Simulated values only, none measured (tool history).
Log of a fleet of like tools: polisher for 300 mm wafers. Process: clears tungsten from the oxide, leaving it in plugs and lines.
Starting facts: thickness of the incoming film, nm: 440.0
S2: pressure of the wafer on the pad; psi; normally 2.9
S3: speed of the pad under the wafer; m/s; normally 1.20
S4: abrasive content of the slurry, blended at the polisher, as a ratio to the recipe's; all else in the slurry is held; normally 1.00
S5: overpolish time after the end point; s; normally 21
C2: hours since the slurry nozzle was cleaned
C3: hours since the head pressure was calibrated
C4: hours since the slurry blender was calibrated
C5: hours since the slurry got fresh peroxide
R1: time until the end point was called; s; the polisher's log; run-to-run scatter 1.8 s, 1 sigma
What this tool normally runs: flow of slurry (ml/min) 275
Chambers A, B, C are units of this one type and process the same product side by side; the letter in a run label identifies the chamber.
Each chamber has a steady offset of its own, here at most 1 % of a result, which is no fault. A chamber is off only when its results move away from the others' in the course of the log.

run 1B day=0.150 | flow_of_slurry_(ml/min)=275 S2=2.9 S3=1.20 S4=1.00 S5=21 | wafers_polished_on_this_pad=205 C2=521.1 C3=396.6 C4=482.4 C5=76.0 | R1=103.350
run 2C day=0.321 | flow_of_slurry_(ml/min)=275 S2=2.9 S3=1.20 S4=1.00 S5=21 | wafers_polished_on_this_pad=944 C2=514.0 C3=1052.8 C4=189.0 C5=41.0 | R1=101.680
run 3A day=0.421 | flow_of_slurry_(ml/min)=275 S2=2.9 S3=1.20 S4=1.00 S5=21 | wafers_polished_on_this_pad=119 C2=106.7 C3=166.6 C4=57.3 C5=118.9 | R1=101.750
run 4C day=0.529 | flow_of_slurry_(ml/min)=275 S2=2.9 S3=1.20 S4=1.00 S5=21 | wafers_polished_on_this_pad=978 C2=519.0 C3=1057.8 C4=194.0 C5=46.0 | R1=98.943
run 5A day=0.708 | flow_of_slurry_(ml/min)=275 S2=2.9 S3=1.20 S4=1.00 S5=21 | wafers_polished_on_this_pad=166 C2=113.6 C3=173.5 C4=64.2 C5=125.8 | R1=101.590
run 6B day=0.900 | flow_of_slurry_(ml/min)=275 S2=2.9 S3=1.20 S4=1.00 S5=27 | wafers_polished_on_this_pad=326 C2=539.1 C3=414.6 C4=500.4 C5=94.0 | R1=102.320
run 7C day=1.029 | flow_of_slurry_(ml/min)=275 S2=2.9 S3=1.20 S4=1.00 S5=27 | wafers_polished_on_this_pad=1058 C2=531.0 C3=1069.8 C4=206.0 C5=58.0 | R1=97.736
run 8B day=1.162 | flow_of_slurry_(ml/min)=275 S2=2.9 S3=1.20 S4=1.00 S5=27 | wafers_polished_on_this_pad=369 C2=545.4 C3=420.9 C4=506.7 C5=100.3 | R1=99.366
run 9A day=1.250 | flow_of_slurry_(ml/min)=200 S2=2.9 S3=1.20 S4=1.00 S5=21 | wafers_polished_on_this_pad=253 C2=126.6 C3=186.5 C4=77.2 C5=138.8 | R1=113.280
-- day=1.317 chamber B: slurry blender recalibrated
run 10B day=1.412 | flow_of_slurry_(ml/min)=200 S2=2.9 S3=1.20 S4=1.00 S5=21 | wafers_polished_on_this_pad=409 C2=551.4 C3=426.9 C4=2.4 C5=106.3 | R1=104.380
-- day=1.529 chamber C: worn pad replaced by a new one
run 11A day=1.562 | flow_of_slurry_(ml/min)=200 S2=2.9 S3=1.20 S4=1.00 S5=21 | wafers_polished_on_this_pad=303 C2=134.1 C3=194.0 C4=84.7 C5=146.3 | R1=110.590
run 12C day=1.658 | flow_of_slurry_(ml/min)=275 S2=2.9 S3=1.20 S4=1.00 S5=21 | wafers_polished_on_this_pad=21 C2=546.1 C3=1084.9 C4=221.1 C5=73.1 | R1=98.202
run 13B day=1.771 | flow_of_slurry_(ml/min)=275 S2=2.9 S3=1.20 S4=1.00 S5=21 | wafers_polished_on_this_pad=467 C2=560.0 C3=435.5 C4=11.0 C5=114.9 | R1=101.110
run 14C day=1.879 | flow_of_slurry_(ml/min)=275 S2=2.9 S3=1.20 S4=1.00 S5=21 | wafers_polished_on_this_pad=57 C2=551.4 C3=1090.2 C4=226.4 C5=78.4 | R1=99.011
run 15A day=2.054 | flow_of_slurry_(ml/min)=275 S2=2.9 S3=1.20 S4=1.00 S5=21 | wafers_polished_on_this_pad=383 C2=145.9 C3=205.8 C4=96.5 C5=158.1 | R1=110.450
run 16A day=2.208 | flow_of_slurry_(ml/min)=275 S2=2.9 S3=1.20 S4=1.00 S5=21 | wafers_polished_on_this_pad=408 C2=149.6 C3=209.5 C4=100.2 C5=161.8 | R1=109.360
run 17C day=2.300 | flow_of_slurry_(ml/min)=355 S2=2.9 S3=1.42 S4=1.00 S5=21 | wafers_polished_on_this_pad=124 C2=561.5 C3=1100.3 C4=236.5 C5=88.5 | R1=80.305
run 18B day=2.425 | flow_of_slurry_(ml/min)=355 S2=2.9 S3=1.42 S4=1.00 S5=21 | wafers_polished_on_this_pad=573 C2=575.7 C3=451.2 C4=26.7 C5=130.6 | R1=84.103
-- day=2.521 chamber B: slurry tank refilled with fresh slurry and peroxide
run 19B day=2.546 | flow_of_slurry_(ml/min)=355 S2=2.9 S3=1.42 S4=1.00 S5=21 | wafers_polished_on_this_pad=592 C2=578.6 C3=454.1 C4=29.6 C5=0.7 | R1=83.353
run 20C day=2.662 | flow_of_slurry_(ml/min)=275 S2=2.9 S3=1.20 S4=1.00 S5=21 | wafers_polished_on_this_pad=183 C2=570.2 C3=1109.0 C4=245.2 C5=97.2 | R1=95.950
run 21A day=2.775 | flow_of_slurry_(ml/min)=275 S2=2.9 S3=1.20 S4=1.00 S5=21 | wafers_polished_on_this_pad=499 C2=163.2 C3=223.1 C4=113.8 C5=175.4 | R1=112.260
run 22B day=2.942 | flow_of_slurry_(ml/min)=205 S2=2.9 S3=1.52 S4=1.00 S5=21 | wafers_polished_on_this_pad=656 C2=588.1 C3=463.6 C4=39.1 C5=10.2 | R1=81.850
run 23C day=3.033 | flow_of_slurry_(ml/min)=205 S2=2.9 S3=1.52 S4=1.00 S5=21 | wafers_polished_on_this_pad=243 C2=579.1 C3=1117.9 C4=254.1 C5=106.1 | R1=79.889
run 24A day=3.154 | flow_of_slurry_(ml/min)=205 S2=2.9 S3=1.52 S4=1.00 S5=21 | wafers_polished_on_this_pad=560 C2=172.3 C3=232.2 C4=122.9 C5=184.5 | R1=92.910
run 25B day=3.246 | flow_of_slurry_(ml/min)=275 S2=2.9 S3=1.20 S4=1.00 S5=21 | wafers_polished_on_this_pad=705 C2=595.4 C3=470.9 C4=46.4 C5=17.5 | R1=102.180
run 26C day=3.421 | flow_of_slurry_(ml/min)=275 S2=2.9 S3=1.20 S4=1.00 S5=21 | wafers_polished_on_this_pad=305 C2=588.4 C3=1127.2 C4=263.4 C5=115.4 | R1=102.880
run 27A day=3.562 | flow_of_slurry_(ml/min)=275 S2=2.9 S3=1.20 S4=1.00 S5=21 | wafers_polished_on_this_pad=626 C2=182.1 C3=242.0 C4=132.7 C5=194.3 | R1=117.380
run 28A day=3.671 | flow_of_slurry_(ml/min)=275 S2=2.9 S3=1.20 S4=1.15 S5=21 | wafers_polished_on_this_pad=644 C2=184.7 C3=244.6 C4=135.3 C5=196.9 | R1=108.750
run 29C day=3.829 | flow_of_slurry_(ml/min)=275 S2=2.9 S3=1.20 S4=1.15 S5=21 | wafers_polished_on_this_pad=371 C2=598.2 C3=1137.0 C4=273.2 C5=125.2 | R1=93.754
run 30B day=4.012 | flow_of_slurry_(ml/min)=275 S2=2.9 S3=1.20 S4=1.15 S5=21 | wafers_polished_on_this_pad=829 C2=613.8 C3=489.3 C4=64.8 C5=35.9 | R1=100.770

The same settings go to every chamber for the next run, one line per chamber below. Forecast the results for each:
run 31A day=4.146 | flow_of_slurry_(ml/min)=275 S2=2.9 S3=0.96 S4=1.00 S5=21 | R1=?
run 31B day=4.146 | flow_of_slurry_(ml/min)=275 S2=2.9 S3=0.96 S4=1.00 S5=21 | R1=?
run 31C day=4.146 | flow_of_slurry_(ml/min)=275 S2=2.9 S3=0.96 S4=1.00 S5=21 | R1=?

run=31A R1=145.920
run=31B R1=126.840
run=31C R1=122.050
